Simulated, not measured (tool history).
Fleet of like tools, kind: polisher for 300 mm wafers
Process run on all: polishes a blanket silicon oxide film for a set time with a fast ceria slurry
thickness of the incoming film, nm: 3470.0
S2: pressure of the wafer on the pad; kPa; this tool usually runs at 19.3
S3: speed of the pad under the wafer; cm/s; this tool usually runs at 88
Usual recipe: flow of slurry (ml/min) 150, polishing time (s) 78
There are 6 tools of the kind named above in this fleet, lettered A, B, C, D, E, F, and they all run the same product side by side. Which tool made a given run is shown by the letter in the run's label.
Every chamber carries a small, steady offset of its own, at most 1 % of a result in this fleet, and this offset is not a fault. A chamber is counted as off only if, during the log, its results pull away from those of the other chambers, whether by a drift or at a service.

At hour 0.3: chamber F: worn pad replaced by a new one.
Run 1F, hour 6.2: usual settings. Result: film removed (angstrom) 9735.2.
Run 2B, hour 12.4: usual settings. Result: film removed (angstrom) 9628.2.
Run 3E, hour 17: usual settings. Result: film removed (angstrom) 9746.9.
At hour 18.5: chamber E: worn pad replaced by a new one.
Run 4A, hour 21.1: usual settings. Result: film removed (angstrom) 9820.6.
At hour 23.3: chamber D: worn pad replaced by a new one.
At hour 23.4: chamber C: worn pad replaced by a new one.
At hour 29.1: chamber B: worn pad replaced by a new one.
Run 5D, hour 29.2: usual settings but S2 13.1 kPa, S3 60 cm/s. Result: film removed (angstrom) 4378.5.
Run 6C, hour 34.3: usual settings but S2 13.1 kPa, S3 60 cm/s. Result: film removed (angstrom) 4383.7.
Run 7B, hour 40.9: usual settings but S2 13.1 kPa, S3 60 cm/s. Result: film removed (angstrom) 4506.5.
Run 8E, hour 46.1: usual settings but S2 13.1 kPa, S3 60 cm/s. Result: film removed (angstrom) 4480.6.
Run 9F, hour 53.5: usual settings but S2 13.1 kPa, S3 60 cm/s. Result: film removed (angstrom) 4403.1.
Run 10C, hour 59.2: usual settings but S2 13.1 kPa, S3 60 cm/s. Result: film removed (angstrom) 4411.6.
Run 11D, hour 64.8: usual settings. Result: film removed (angstrom) 9544.2.
At hour 69.1: chamber F: worn pad replaced by a new one.
Run 12A, hour 69.2: usual settings. Result: film removed (angstrom) 9714.8.
Run 13A, hour 77.2: usual settings. Result: film removed (angstrom) 9807.1.
Run 14C, hour 80.7: usual settings. Result: film removed (angstrom) 9540.6.
At hour 87.6: chamber C: worn pad replaced by a new one.
Run 15E, hour 88: usual settings. Result: film removed (angstrom) 9726.2.
At hour 88.9: chamber D: worn pad replaced by a new one.
Run 16D, hour 92.5: usual settings. Result: film removed (angstrom) 9551.7.
Run 17F, hour 98.2: usual settings. Result: film removed (angstrom) 9528.8.
Run 18B, hour 103.1: usual settings. Result: film removed (angstrom) 9701.7.
Run 19A, hour 110.1: usual settings. Result: film removed (angstrom) 9784.1.
At hour 112.8: chamber B: worn pad replaced by a new one.
Run 20E, hour 117.9: usual settings but S3 64 cm/s, polishing time (s) 88. Result: film removed (angstrom) 7972.8.
Run 21C, hour 125.1: usual settings but S3 64 cm/s, polishing time (s) 88. Result: film removed (angstrom) 7887.5.
Run 22D, hour 129.6: usual settings but S3 64 cm/s, polishing time (s) 88. Result: film removed (angstrom) 7788.
At hour 130.7: chamber A: worn pad replaced by a new one.
Run 23F, hour 134.2: usual settings but S3 64 cm/s, polishing time (s) 88. Result: film removed (angstrom) 7879.2.
Run 24B, hour 138.5: usual settings but S3 64 cm/s, polishing time (s) 88. Result: film removed (angstrom) 7990.3.
At hour 139.9: chamber C: worn pad replaced by a new one.
At hour 140.4: chamber F: worn pad replaced by a new one.
At hour 142.2: chamber B: head pressure recalibrated.
Run 25D, hour 145.5: usual settings but S3 64 cm/s, polishing time (s) 88. Result: film removed (angstrom) 7735.6.
Run 26F, hour 151.6: usual settings. Result: film removed (angstrom) 9663.1.
At hour 155.8: chamber D: worn pad replaced by a new one.
At hour 158: chamber E: worn pad replaced by a new one.
Run 27C, hour 158.3: usual settings. Result: film removed (angstrom) 9670.5.
Run 28A, hour 164.2: usual settings. Result: film removed (angstrom) 9835.2.
Run 29E, hour 171.8: usual settings. Result: film removed (angstrom) 9686.9.
At hour 179.1: chamber A: slurry nozzle cleaned.
Run 30B, hour 179.5: usual settings. Result: film removed (angstrom) 9613.1.
At hour 181.1: chamber B: worn pad replaced by a new one.
Run 31E, hour 186.1: usual settings. Result: film removed (angstrom) 9820.
Run 32F, hour 190.1: usual settings. Result: film removed (angstrom) 9669.5.
Run 33D, hour 195.3: usual settings. Result: film removed (angstrom) 9558.4.
At hour 197.8: chamber C: worn pad replaced by a new one.
Run 34C, hour 203.7: usual settings. Result: film removed (angstrom) 9729.8.
Run 35B, hour 211.3: usual settings. Result: film removed (angstrom) 9653.4.
Run 36A, hour 215.3: usual settings. Result: film removed (angstrom) 9719.4.
At hour 220.8: chamber C: slurry nozzle cleaned.
Run 37C, hour 222.5: usual settings but S3 98 cm/s. Result: film removed (angstrom) 10718.
Run 38E, hour 228.4: usual settings but S3 98 cm/s. Result: film removed (angstrom) 10814.
Run 39D, hour 233: usual settings but S3 98 cm/s. Result: film removed (angstrom) 10617.

Decide between three cases: one chamber stands off from its peers, the gauge reading all wafers drifts, or nothing is wrong past each chamber's small offset. Where a chamber is off, say which and what most likely put it there.

No chamber stands off beyond its own small offset, and the gauge holds steady.
